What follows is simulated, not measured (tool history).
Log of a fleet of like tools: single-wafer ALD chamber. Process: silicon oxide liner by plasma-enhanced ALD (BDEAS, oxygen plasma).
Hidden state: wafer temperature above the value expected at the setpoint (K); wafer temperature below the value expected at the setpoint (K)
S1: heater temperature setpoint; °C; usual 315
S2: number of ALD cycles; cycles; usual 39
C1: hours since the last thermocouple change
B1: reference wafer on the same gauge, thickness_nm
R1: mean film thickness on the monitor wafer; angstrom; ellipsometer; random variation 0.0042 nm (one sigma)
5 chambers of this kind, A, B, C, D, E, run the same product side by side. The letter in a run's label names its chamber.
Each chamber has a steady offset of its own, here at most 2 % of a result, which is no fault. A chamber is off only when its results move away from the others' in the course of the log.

Run 1C, day 0.417: usual settings; C1 976.3; B1 3.3298. Result: R1 35.708 angstrom.
Run 2E, day 0.792: usual settings; C1 106; B1 3.3289. Result: R1 35.762 angstrom.
Run 3D, day 1.258: usual settings; C1 822.3; B1 3.3286. Result: R1 36.078 angstrom.
Run 4A, day 1.525: usual settings; C1 2413.5; B1 3.3283. Result: R1 35.305 angstrom.
Run 5B, day 1.938: usual settings; C1 652.9; B1 3.3281. Result: R1 35.305 angstrom.
Run 6E, day 2.354: usual settings but S1 303 °C, S2 35 cycles; C1 143.5; B1 3.3269. Result: R1 32.616 angstrom.
At day 2.554: chamber A: thermocouple changed; heater temperature recalibrated.
Run 7A, day 2.825: usual settings but S1 303 °C, S2 35 cycles; C1 6.5; B1 3.3271. Result: R1 32.25 angstrom.
Run 8C, day 3.062: usual settings but S1 303 °C, S2 35 cycles; C1 1039.8; B1 3.3267. Result: R1 32.53 angstrom.
Run 9B, day 3.467: usual settings but S1 303 °C, S2 35 cycles; C1 689.6; B1 3.3258. Result: R1 32.184 angstrom.
Run 10D, day 3.875: usual settings but S1 303 °C, S2 35 cycles; C1 885.1; B1 3.3254. Result: R1 32.834 angstrom.
Run 11B, day 4.304: usual settings; C1 709.7; B1 3.3255. Result: R1 35.272 angstrom.
Run 12D, day 4.717: usual settings; C1 905.3; B1 3.3243. Result: R1 36.044 angstrom.
Run 13A, day 5.038: usual settings but S1 306 °C; C1 59.6; B1 3.3238. Result: R1 35.72 angstrom.
Run 14E, day 5.458: usual settings but S1 306 °C; C1 218; B1 3.3234. Result: R1 36.225 angstrom.
Run 15C, day 5.896: usual settings but S1 306 °C; C1 1107.8; B1 3.3237. Result: R1 36.05 angstrom.
Run 16E, day 6.408: usual settings but S1 306 °C; C1 240.8; B1 3.3232. Result: R1 36.157 angstrom.
Run 17A, day 6.879: usual settings but S1 306 °C; C1 103.8; B1 3.3228. Result: R1 35.755 angstrom.
Run 18B, day 7.392: usual settings; C1 783.8; B1 3.3203. Result: R1 35.163 angstrom.
Run 19D, day 7.788: usual settings; C1 979; B1 3.3212. Result: R1 35.981 angstrom.
Run 20C, day 8.246: usual settings; C1 1164.2; B1 3.3219. Result: R1 35.567 angstrom.
Run 21E, day 8.738: usual settings; C1 296.7; B1 3.3198. Result: R1 35.687 angstrom.
Run 22D, day 9.021: usual settings; C1 1008.6; B1 3.3198. Result: R1 35.963 angstrom.
Run 23C, day 9.296: usual settings; C1 1189.4; B1 3.3196. Result: R1 35.52 angstrom.
Run 24B, day 9.583: usual settings; C1 836.4; B1 3.3195. Result: R1 35.178 angstrom.
Run 25A, day 10.083: usual settings; C1 180.7; B1 3.319. Result: R1 35.301 angstrom.
Run 26E, day 10.592: usual settings; C1 341.2; B1 3.3181. Result: R1 35.577 angstrom.
Run 27A, day 10.933: usual settings; C1 201.1; B1 3.3181. Result: R1 35.211 angstrom.
Run 28C, day 11.417: usual settings; C1 1240.3; B1 3.3176. Result: R1 35.503 angstrom.
Run 29B, day 11.762: usual settings; C1 888.7; B1 3.3165. Result: R1 35.182 angstrom.
Run 30D, day 12.021: usual settings; C1 1080.6; B1 3.3174. Result: R1 35.946 angstrom.
Run 31E, day 12.367: usual settings; C1 383.8; B1 3.3175. Result: R1 35.679 angstrom.
Run 32A, day 12.833: usual settings; C1 246.7; B1 3.3153. Result: R1 35.183 angstrom.
Run 33C, day 13.117: usual settings; C1 1281.1; B1 3.3142. Result: R1 35.547 angstrom.
Run 34D, day 13.35: usual settings; C1 1112.5; B1 3.3151. Result: R1 35.949 angstrom.
Run 35B, day 13.742: usual settings but S1 302 °C, S2 34 cycles; C1 936.2; B1 3.3139. Result: R1 31.224 angstrom.
Run 36A, day 14.258: usual settings but S1 302 °C, S2 34 cycles; C1 280.9; B1 3.3142. Result: R1 31.174 angstrom.

Is one chamber off against the others, does the gauge drift, or is nothing wrong? If a chamber is off, say which, and what the likeliest cause is.

The gauge drifts, so all chambers seem to drift together. No chamber is off.
Cause: gauge reads low (%) = 0.491.
